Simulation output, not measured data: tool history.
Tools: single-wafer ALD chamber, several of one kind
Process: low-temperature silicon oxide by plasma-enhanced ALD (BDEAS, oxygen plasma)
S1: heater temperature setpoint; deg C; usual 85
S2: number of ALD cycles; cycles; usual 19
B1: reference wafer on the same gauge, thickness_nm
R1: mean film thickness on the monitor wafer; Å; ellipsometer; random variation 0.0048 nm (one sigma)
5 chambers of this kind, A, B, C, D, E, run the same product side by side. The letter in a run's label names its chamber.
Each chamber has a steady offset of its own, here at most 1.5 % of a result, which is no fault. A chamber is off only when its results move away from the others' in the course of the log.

Run 1B, hour 6.2: usual settings; B1 2.8394. Result: R1 28.231 Å.
Run 2C, hour 13.5: usual settings; B1 2.8389. Result: R1 28.869 Å.
Run 3A, hour 17.9: usual settings; B1 2.8394. Result: R1 28.579 Å.
Run 4E, hour 26.9: usual settings; B1 2.8382. Result: R1 28.539 Å.
Run 5D, hour 31.5: usual settings; B1 2.8379. Result: R1 28.640 Å.
Run 6E, hour 39.7: usual settings; B1 2.8391. Result: R1 28.550 Å.
Run 7A, hour 46.4: usual settings; B1 2.8352. Result: R1 28.551 Å.
Run 8C, hour 51.8: usual settings; B1 2.8351. Result: R1 28.640 Å.
Run 9B, hour 60.5: usual settings; B1 2.8362. Result: R1 28.224 Å.
Run 10D, hour 65.5: usual settings but S1 76 deg C, S2 17 cycles; B1 2.8346. Result: R1 26.376 Å.
Run 11E, hour 71.6: usual settings but S1 76 deg C, S2 17 cycles; B1 2.8334. Result: R1 26.250 Å.
Run 12C, hour 77.7: usual settings but S1 76 deg C, S2 17 cycles; B1 2.8337. Result: R1 26.465 Å.
Run 13D, hour 84.6: usual settings but S1 76 deg C, S2 17 cycles; B1 2.8345. Result: R1 26.346 Å.
Run 14A, hour 92.6: usual settings but S1 76 deg C, S2 17 cycles; B1 2.8320. Result: R1 26.276 Å.
Run 15B, hour 98.8: usual settings; B1 2.8327. Result: R1 28.264 Å.
Run 16A, hour 106.3: usual settings but S1 96 deg C, S2 21 cycles; B1 2.8320. Result: R1 30.290 Å.
Run 17C, hour 112.2: usual settings but S1 96 deg C, S2 21 cycles; B1 2.8320. Result: R1 30.510 Å.
Run 18B, hour 118.3: usual settings but S1 96 deg C, S2 21 cycles; B1 2.8306. Result: R1 29.978 Å.
Run 19D, hour 126.1: usual settings but S1 96 deg C, S2 21 cycles; B1 2.8310. Result: R1 30.354 Å.
Run 20E, hour 132.0: usual settings but S1 96 deg C, S2 21 cycles; B1 2.8300. Result: R1 30.196 Å.
Run 21A, hour 140.8: usual settings; B1 2.8290. Result: R1 28.446 Å.
Run 22D, hour 149.0: usual settings; B1 2.8288. Result: R1 28.495 Å.
Run 23B, hour 157.1: usual settings; B1 2.8262. Result: R1 28.191 Å.
Run 24E, hour 164.2: usual settings; B1 2.8269. Result: R1 28.367 Å.
Run 25C, hour 169.7: usual settings; B1 2.8268. Result: R1 28.614 Å.
Run 26B, hour 174.1: usual settings; B1 2.8253. Result: R1 28.080 Å.
Run 27A, hour 179.4: usual settings; B1 2.8267. Result: R1 28.485 Å.
Run 28C, hour 189.0: usual settings; B1 2.8249. Result: R1 28.633 Å.
Run 29D, hour 198.3: usual settings; B1 2.8261. Result: R1 28.435 Å.
Run 30E, hour 204.9: usual settings; B1 2.8232. Result: R1 28.303 Å.
Run 31C, hour 212.6: usual settings; B1 2.8235. Result: R1 28.587 Å.
Run 32D, hour 221.8: usual settings; B1 2.8232. Result: R1 28.540 Å.
Run 33B, hour 226.6: usual settings but S1 98 deg C, S2 16 cycles; B1 2.8225. Result: R1 22.606 Å.
Run 34E, hour 234.1: usual settings but S1 98 deg C, S2 16 cycles; B1 2.8223. Result: R1 22.779 Å.
Run 35A, hour 240.4: usual settings but S1 98 deg C, S2 16 cycles; B1 2.8216. Result: R1 22.769 Å.
Run 36C, hour 248.4: usual settings but S1 98 deg C, S2 16 cycles; B1 2.8211. Result: R1 22.953 Å.

Next, every chamber runs the same settings. What will each give?
Run 37A, hour 255.3: usual settings. Result: R1 ?.
Run 37B, hour 255.3: usual settings. Result: R1 ?.
Run 37C, hour 255.3: usual settings. Result: R1 ?.
Run 37D, hour 255.3: usual settings. Result: R1 ?.
Run 37E, hour 255.3: usual settings. Result: R1 ?.

run      R1
37A  28.353
37B  28.027
37C  28.588
37D  28.413
37E  28.215
